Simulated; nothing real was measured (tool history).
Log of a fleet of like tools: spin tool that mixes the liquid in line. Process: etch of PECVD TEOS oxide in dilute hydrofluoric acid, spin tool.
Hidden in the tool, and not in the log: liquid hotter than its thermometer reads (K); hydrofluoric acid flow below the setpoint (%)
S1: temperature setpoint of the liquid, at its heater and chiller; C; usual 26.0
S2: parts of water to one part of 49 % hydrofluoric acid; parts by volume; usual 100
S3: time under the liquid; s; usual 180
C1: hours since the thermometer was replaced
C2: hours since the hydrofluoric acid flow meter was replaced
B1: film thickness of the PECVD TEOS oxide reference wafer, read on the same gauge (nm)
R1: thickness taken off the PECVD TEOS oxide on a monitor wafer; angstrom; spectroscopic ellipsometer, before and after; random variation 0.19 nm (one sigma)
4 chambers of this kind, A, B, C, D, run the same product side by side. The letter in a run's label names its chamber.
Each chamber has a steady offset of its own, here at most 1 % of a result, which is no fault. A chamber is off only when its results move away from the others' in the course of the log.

run	hour	S1	S2	S3	C1	C2	B1	R1
1B	5.1	26.0	100	180	2677.0	393.8	149.98	264.86
2A	11.5	26.0	100	180	1730.9	197.5	150.02	263.28
3D	15.3	26.0	100	180	271.3	1153.3	150.00	261.93
4C	20.1	26.0	100	180	728.7	685.3	150.02	259.91
5A	25.4	26.0	100	180	1744.8	211.4	150.00	258.46
6C	32.0	29.5	100	250	740.6	697.2	150.00	410.57
7D	38.6	29.5	100	250	294.6	1176.6	150.00	411.74
8B	45.7	29.5	100	250	2717.6	434.4	150.00	417.37
9D	52.3	29.5	100	250	308.3	1190.3	150.00	414.56
10A	59.7	26.0	100	180	1779.1	245.7	150.00	257.93
11C	64.0	26.0	100	180	772.6	729.2	149.98	261.13
12B	67.6	26.0	100	180	2739.5	456.3	149.99	265.95
13C	74.6	26.0	100	180	783.2	739.8	150.01	259.36
14D	79.1	26.0	100	180	335.1	1217.1	149.99	262.55
15B	85.0	26.0	65	255	2756.9	473.7	150.01	593.24
# hour 86.5: chamber B: thermometer replaced
16A	90.7	26.0	65	255	1810.1	276.7	150.00	586.03
17C	94.5	26.0	65	255	803.1	759.7	150.03	583.86
18D	101.8	26.0	65	255	357.8	1239.8	149.99	602.70
19A	108.3	26.0	125	180	1827.7	294.3	150.01	201.31
20B	115.6	26.0	125	180	29.1	504.3	150.01	199.91
21C	123.0	26.0	125	180	831.6	788.2	149.99	201.61
22D	126.4	26.0	125	180	382.4	1264.4	150.00	200.32
23A	130.7	26.0	100	180	1850.1	316.7	150.00	259.05
24B	137.4	26.0	100	180	50.9	526.1	149.99	259.71
25D	144.0	26.0	100	250	400.0	1282.0	150.01	359.29
26B	151.3	26.0	100	250	64.8	540.0	150.01	368.85
27C	156.3	26.0	100	250	864.9	821.5	150.00	362.53

What goes on in this fleet: one chamber off, a drifting gauge, or nothing beyond the chambers' own small offsets? Name the chamber and the cause, if any.

No chamber stands off beyond its own small offset, and the gauge holds steady.
